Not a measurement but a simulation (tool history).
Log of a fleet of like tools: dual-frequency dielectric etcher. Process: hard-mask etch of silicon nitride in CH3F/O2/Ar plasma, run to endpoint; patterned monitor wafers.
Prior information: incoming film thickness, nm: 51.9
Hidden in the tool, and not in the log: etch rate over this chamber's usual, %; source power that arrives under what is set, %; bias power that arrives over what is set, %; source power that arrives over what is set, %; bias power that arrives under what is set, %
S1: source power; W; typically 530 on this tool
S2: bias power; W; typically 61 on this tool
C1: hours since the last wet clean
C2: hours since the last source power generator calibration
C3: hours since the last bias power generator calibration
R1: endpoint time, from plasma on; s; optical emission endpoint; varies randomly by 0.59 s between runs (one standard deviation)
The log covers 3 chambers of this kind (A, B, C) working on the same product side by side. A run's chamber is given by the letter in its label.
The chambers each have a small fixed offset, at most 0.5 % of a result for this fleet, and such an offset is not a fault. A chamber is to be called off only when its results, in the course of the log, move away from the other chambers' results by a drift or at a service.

run,hour,S1,S2,C1,C2,C3,R1
1C,7.9,530,61,126.0,271.7,2193.4,71.139
2A,17.2,530,61,386.6,177.5,3359.6,71.026
3B,31.8,530,61,259.6,2002.6,1268.2,72.026
4C,41.5,530,61,159.6,305.3,2227.0,70.876
5B,56.9,530,61,284.7,2027.7,1293.3,70.310
# hour 57.9: chamber A: wet clean of the chamber
6A,63.6,530,61,5.8,223.9,3406.0,70.504
7A,73.6,530,61,15.8,233.9,3416.0,69.995
8C,87.6,530,61,205.7,351.4,2273.1,70.424
9B,98.7,530,66,326.5,2069.5,1335.1,69.255
10A,114.0,530,66,56.2,274.3,3456.4,68.975
11C,128.9,530,66,247.0,392.7,2314.4,69.975
# hour 130.2: chamber B: wet clean of the chamber
12B,141.0,530,61,10.8,2111.8,1377.4,70.794
13A,155.4,530,61,97.6,315.7,3497.8,70.906
14B,170.6,530,61,40.4,2141.4,1407.0,71.962
15C,177.6,530,61,295.7,441.4,2363.1,71.683
16B,185.9,530,61,55.7,2156.7,1422.3,70.723
17A,195.0,530,61,137.2,355.3,3537.4,70.522
18C,208.8,530,61,326.9,472.6,2394.3,71.907
19C,219.5,530,52,337.6,483.3,2405.0,75.316
20A,233.3,530,52,175.5,393.6,3575.7,74.644
21B,240.7,530,52,110.5,2211.5,1477.1,73.917
22C,251.0,530,61,369.1,514.8,2436.5,71.584
23B,263.8,530,68,133.6,2234.6,1500.2,68.011
24A,276.6,530,68,218.8,436.9,3619.0,68.251
25A,290.0,530,68,232.2,450.3,3632.4,68.811
26C,303.4,530,61,421.5,567.2,2488.9,70.916
27B,312.5,530,61,182.3,2283.3,1548.9,70.679
28C,327.4,530,61,445.5,591.2,2512.9,70.681
29A,340.3,530,61,282.5,500.6,3682.7,71.333
30B,354.7,530,61,224.5,2325.5,1591.1,71.306
31B,369.3,420,51,239.1,2340.1,1605.7,82.589
32A,383.7,420,51,325.9,544.0,3726.1,82.380
# hour 386.8: chamber C: wet clean of the chamber
33C,392.0,420,51,5.2,655.8,2577.5,83.943
34B,407.4,530,61,277.2,2378.2,1643.8,70.792
35A,418.1,530,61,360.3,578.4,3760.5,71.687
36C,429.0,530,61,42.2,692.8,2614.5,71.530
37C,444.2,530,61,57.4,708.0,2629.7,72.465
38B,455.7,530,61,325.5,2426.5,1692.1,70.561
# hour 459.3: chamber A: bias power generator calibrated
39A,468.1,530,56,410.3,628.4,8.9,72.384
40A,480.0,530,56,422.2,640.3,20.8,72.125
41B,492.7,530,56,362.5,2463.5,1729.1,71.586
42C,507.7,530,61,120.9,771.5,2693.2,71.994

Predict what each chamber gives when all 3 of them run the settings below next.
43A,518.8,530,61,,,,?
43B,518.8,530,61,,,,?
43C,518.8,530,61,,,,?

run,R1
43A,71.093
43B,70.462
43C,70.612
